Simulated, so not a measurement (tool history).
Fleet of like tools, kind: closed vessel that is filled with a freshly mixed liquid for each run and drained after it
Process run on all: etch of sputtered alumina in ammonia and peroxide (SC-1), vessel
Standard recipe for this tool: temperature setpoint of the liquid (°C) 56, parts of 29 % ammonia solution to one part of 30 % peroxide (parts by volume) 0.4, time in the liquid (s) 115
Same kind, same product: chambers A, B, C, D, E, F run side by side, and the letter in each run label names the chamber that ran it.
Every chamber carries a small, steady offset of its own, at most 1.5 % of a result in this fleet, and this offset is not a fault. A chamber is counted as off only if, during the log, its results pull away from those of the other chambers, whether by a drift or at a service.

run	day	temperature setpoint of the liquid (°C)	parts of 29 % ammonia solution to one part of 30 % peroxide (parts by volume)	time in the liquid (s)	hours since the thermometer was replaced	hours since the ammonia flow meter was replaced	hours since the drum of ammonia solution was connected	read-back film thickness of the sputtered alumina reference wafer, read on the same gauge (nm)	thickness taken off the sputtered alumina on a monitor wafer (nm)
# day 0.342: chamber D: new drum of ammonia solution connected
1C	0.604	56	0.4	115	1286.2	443.2	769.8	100.01	8.7799
2F	1.229	56	0.4	115	195.6	146.9	357.6	99.988	8.7737
# day 1.754: chamber C: ammonia flow meter replaced
3D	1.825	56	0.4	115	1573.7	598.1	35.6	99.95	8.7803
4A	2.429	56	0.4	115	1990.1	494.7	1019.1	99.991	8.7592
5E	2.725	56	0.4	115	1112.2	2232.6	130.2	100	8.7966
6B	3.117	56	0.4	115	1368.6	79.6	221.2	99.994	8.8489
7C	3.4	56	0.4	115	1353.3	39.6	836.9	99.994	8.6248
8B	3.842	56	0.4	115	1386	97	238.6	99.987	8.8471
9F	4.162	56	0.4	115	266	217.3	428	99.98	8.7365
# day 4.679: chamber A: ammonia flow meter replaced
10E	4.754	56	0.4	115	1160.9	2281.3	178.9	100.02	8.8295
# day 5.242: chamber E: ammonia flow meter replaced
11A	5.333	56	0.4	115	2059.8	15.8	1088.8	99.987	8.7669
12D	5.75	56	0.3	115	1667.9	692.3	129.8	100.01	8.5491
# day 5.921: chamber E: new drum of ammonia solution connected
13E	6.054	56	0.3	115	1192.1	19.6	3.2	99.98	8.6691
# day 6.146: chamber E: thermometer replaced
14C	6.371	56	0.3	115	1424.6	110.9	908.2	99.973	8.4851
15A	6.812	56	0.3	115	2095.3	51.3	1124.3	100.08	8.6007
16D	7.304	56	0.3	115	1705.2	729.6	167.1	100	8.5559
17B	7.8	56	0.3	115	1481	192	333.6	99.972	8.5812
18F	8.288	56	0.4	115	365	316.3	527	99.992	8.8518
19B	8.608	56	0.4	115	1500.4	211.4	353	99.973	8.9016
20E	8.967	56	0.4	115	67.7	89.5	73.1	100.02	8.8824
21F	9.375	56	0.4	115	391.1	342.4	553.1	100.04	8.7756
# day 9.742: chamber A: new drum of ammonia solution connected
22A	9.888	61.5	0.2	115	2169.1	125.1	3.5	100.04	10.817
23D	10.338	61.5	0.2	115	1778	802.4	239.9	99.99	10.915
24C	10.921	61.5	0.2	115	1533.8	220.1	1017.4	100.02	10.902
25B	11.438	61.5	0.2	115	1568.3	279.3	420.9	99.99	10.93
26D	11.892	61.5	0.2	115	1815.3	839.7	277.2	99.96	10.998
27A	12.388	61.5	0.2	115	2229.1	185.1	63.5	99.993	10.865
28F	12.896	56	0.4	115	475.6	426.9	637.6	100.03	8.7979
29C	13.317	56	0.55	150	1591.3	277.6	1074.9	99.982	11.715
30E	13.721	56	0.55	150	181.8	203.6	187.2	99.98	12.042
# day 13.825: chamber B: thermometer replaced
# day 14.05: chamber E: new drum of ammonia solution connected
# day 14.162: chamber D: new drum of ammonia solution connected
31C	14.275	56	0.55	150	1614.3	300.6	1097.9	99.917	11.901
32E	14.779	56	0.55	150	207.2	229	17.6	99.983	12.058
33D	15.188	56	0.55	150	1894.4	918.8	24.6	100.02	11.749
34F	15.575	56	0.55	150	539.9	491.2	701.9	100	11.968
35B	16.075	56	0.4	115	54	390.6	532.2	99.973	8.8583
36A	16.471	56	0.4	115	2327.1	283.1	161.5	100.01	8.7947

Is one chamber out of step, is the gauge drifting, or do the chambers differ by no more than their own small offsets? For an off chamber, give its letter and the likeliest cause.

Beyond each chamber's small constant offset nothing stands out, and the gauge stays steady.
